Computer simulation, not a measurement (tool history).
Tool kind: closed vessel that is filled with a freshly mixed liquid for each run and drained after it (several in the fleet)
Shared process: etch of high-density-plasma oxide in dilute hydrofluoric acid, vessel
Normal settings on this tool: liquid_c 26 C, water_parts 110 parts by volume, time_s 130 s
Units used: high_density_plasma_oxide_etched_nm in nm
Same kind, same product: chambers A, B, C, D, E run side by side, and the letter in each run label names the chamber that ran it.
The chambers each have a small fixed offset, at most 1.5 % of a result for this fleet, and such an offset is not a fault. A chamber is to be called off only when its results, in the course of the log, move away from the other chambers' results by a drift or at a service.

run	hour	liquid_c	water_parts	time_s	hours since the thermometer was replaced	hours since the hydrofluoric acid flow meter was replaced	read-back film thickness of the high-density-plasma oxide reference wafer, read on the same gauge (nm)	high_density_plasma_oxide_etched_nm
1E	5.5	26	110	130	224.1	485.3	89.985	6.6159
2D	13.3	26	110	130	15.2	1392.9	90.005	6.4389
3C	18.9	26	110	130	1587.7	369.6	89.996	6.3814
4B	27.9	26	110	130	1148.5	180.7	89.994	6.4246
5A	37.8	26	110	130	1434.9	1601.5	90.007	6.561
6E	45.2	26	110	130	263.8	525	90.041	6.443
7B	51.3	26	110	130	1171.9	204.1	89.947	6.4166
8A	59.6	26	110	130	1456.7	1623.3	89.989	6.5349
9C	69.5	26	110	130	1638.3	420.2	90.073	6.3857
10D	75.4	28.5	110	130	77.3	1455	89.992	7.0964
11A	86.1	28.5	110	130	1483.2	1649.8	90.013	7.2401
# hour 92.2: chamber C: hydrofluoric acid flow meter replaced
12E	94.7	28.5	110	130	313.3	574.5	90.016	7.1537
13C	104.2	28.5	110	130	1673	12	90.041	7.1049
14B	113.2	28.5	110	130	1233.8	266	90.017	7.0101
15D	119.9	26	110	130	121.8	1499.5	89.995	6.396
16C	128.7	21	110	200	1697.5	36.5	90.03	8.009
17E	138.1	21	110	200	356.7	617.9	89.973	8.3906
18D	147.5	21	110	200	149.4	1527.1	90.015	8.1867
19A	156	21	110	200	1553.1	1719.7	90.003	8.4762
20B	162.4	21	110	200	1283	315.2	89.929	8.118
21A	169.4	26	110	130	1566.5	1733.1	89.955	6.7187
22B	174.6	26	110	130	1295.2	327.4	89.976	6.3758
23D	183.1	26	110	130	185	1562.7	90.009	6.4883
24C	189	26	110	130	1757.8	96.8	89.963	6.3591
25E	196.2	26	110	130	414.8	676	90.033	6.5278
26D	206.5	26	110	130	208.4	1586.1	89.969	6.4298
27E	213	26	110	130	431.6	692.8	89.961	6.5802
28C	222.7	26	110	130	1791.5	130.5	90.009	6.3791
29A	233.9	26	110	130	1631	1797.6	89.942	6.854
30B	240.6	26	110	130	1361.2	393.4	90.05	6.3816
31D	245.8	22.5	110	65	247.7	1625.4	89.942	2.8659

Decide between three cases: one chamber stands off from its peers, the gauge reading all wafers drifts, or nothing is wrong past each chamber's small offset. Where a chamber is off, say which and what most likely put it there.

Chamber A drifts away from the others.
What lies behind it: liquid hotter than its thermometer reads (K) = 1.9.
The log might look much the same if the cause were instead: hydrofluoric acid flow above the setpoint (%).

Here are 4 candidates for chamber A's next run, each the usual settings with a change, their results left as question marks. Which one brings its results back in line with what the others give on the usual settings?
Maximum distance from the other chambers' mean on the usual settings for a result to count as in line: high_density_plasma_oxide_etched_nm 0.15 nm
32A-1	253.8	26	125	130				?
32A-2	253.8	24	110	130				?
32A-3	253.8	26	110	140				?
32A-4	253.8	26	110	150				?

Other chambers, usual settings, mean: high_density_plasma_oxide_etched_nm 6.452 nm
run	high_density_plasma_oxide_etched_nm
32A-1	6.0084
32A-2	6.4558
32A-3	7.4968
32A-4	8.0323
32A-2 is the one that brings the chamber's results back in line with the other chambers.
